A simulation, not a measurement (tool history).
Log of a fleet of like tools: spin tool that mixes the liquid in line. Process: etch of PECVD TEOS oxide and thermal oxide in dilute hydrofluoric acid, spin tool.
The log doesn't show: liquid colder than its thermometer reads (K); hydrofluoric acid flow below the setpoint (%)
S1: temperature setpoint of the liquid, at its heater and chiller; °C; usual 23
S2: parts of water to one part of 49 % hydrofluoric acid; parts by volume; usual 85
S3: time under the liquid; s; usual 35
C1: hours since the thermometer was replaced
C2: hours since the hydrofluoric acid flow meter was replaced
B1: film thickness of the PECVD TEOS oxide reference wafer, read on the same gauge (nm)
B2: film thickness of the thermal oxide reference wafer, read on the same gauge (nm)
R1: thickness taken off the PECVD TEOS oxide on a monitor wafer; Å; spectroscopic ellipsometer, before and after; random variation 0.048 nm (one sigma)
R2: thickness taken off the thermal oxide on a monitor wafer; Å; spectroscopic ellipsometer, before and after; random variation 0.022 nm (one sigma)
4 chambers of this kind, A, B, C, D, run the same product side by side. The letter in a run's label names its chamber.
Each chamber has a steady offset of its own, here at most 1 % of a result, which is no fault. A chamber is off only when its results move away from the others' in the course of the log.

run	hour	S1	S2	S3	C1	C2	B1	B2	R1	R2
1B	5.9	23	85	35	355.6	279.4	59.968	30.01	60.664	18.572
2A	12.6	23	85	35	1774.5	1010.3	59.978	30.01	60.567	18.831
3C	22.9	23	85	35	437.1	66.1	59.994	30.021	59.968	18.46
4D	31.5	23	85	35	1002.8	277.5	59.998	29.963	60.958	18.826
5C	41.6	23	85	35	455.8	84.8	59.998	30.001	59.399	18.389
6A	48.9	23	85	35	1810.8	1046.6	59.996	30.006	60.875	19.043
7D	55	23	85	35	1026.3	301	60.013	30.027	61.15	18.257
8B	62.9	23	85	35	412.6	336.4	60.015	29.989	60.464	18.882
9C	74.1	23	85	35	488.3	117.3	60.01	29.97	60.754	18.687
# hour 79.6: chamber C: thermometer replaced
10B	82.5	23	85	35	432.2	356	60.009	29.969	60.808	18.666
11A	92.1	23	85	35	1854	1089.8	60.01	29.947	60.007	18.739
12D	100	26	110	35	1071.3	346	59.976	30.041	51.387	15.617
13C	109	26	110	35	29.5	152.2	60.011	29.984	50.661	15.874
14D	120.1	26	110	35	1091.4	366.1	60.007	29.984	51.513	15.442
15A	129	26	110	35	1890.9	1126.7	59.987	29.962	51.024	15.949
16B	134.6	23	85	35	484.3	408.1	59.987	30.005	59.517	19.032
17B	144.2	23	85	35	493.9	417.7	59.998	30.003	59.489	19.007
18D	152.4	23	85	35	1123.7	398.4	59.998	29.983	62.115	19.158
# hour 154.5: chamber D: hydrofluoric acid flow meter replaced
19A	158.6	23	85	35	1920.5	1156.3	59.985	30.028	60.249	18.619
20C	169.2	23	85	35	89.7	212.4	59.999	30.017	60.21	18.866
21C	180.2	23	85	35	100.7	223.4	59.983	29.948	60.042	18.634
22A	188.8	23	85	35	1950.7	1186.5	60.008	30.011	60.455	18.848
23B	195.9	23	85	35	545.6	469.4	60.009	30.015	60.281	18.709
24D	204.4	23	85	35	1175.7	49.9	59.995	30.004	60.906	18.943
25C	213.2	23	85	35	133.7	256.4	60.008	30.021	59.752	18.567
26D	222.7	23	85	35	1194	68.2	59.976	29.984	61.289	18.747

Next, every chamber runs the same settings. What will each give?
27A	230.8	23	85	35					?	?
27B	230.8	23	85	35					?	?
27C	230.8	23	85	35					?	?
27D	230.8	23	85	35					?	?

run	R1	R2
27A	60.501	19.086
27B	60.619	18.905
27C	60.402	18.383
27D	60.883	18.454
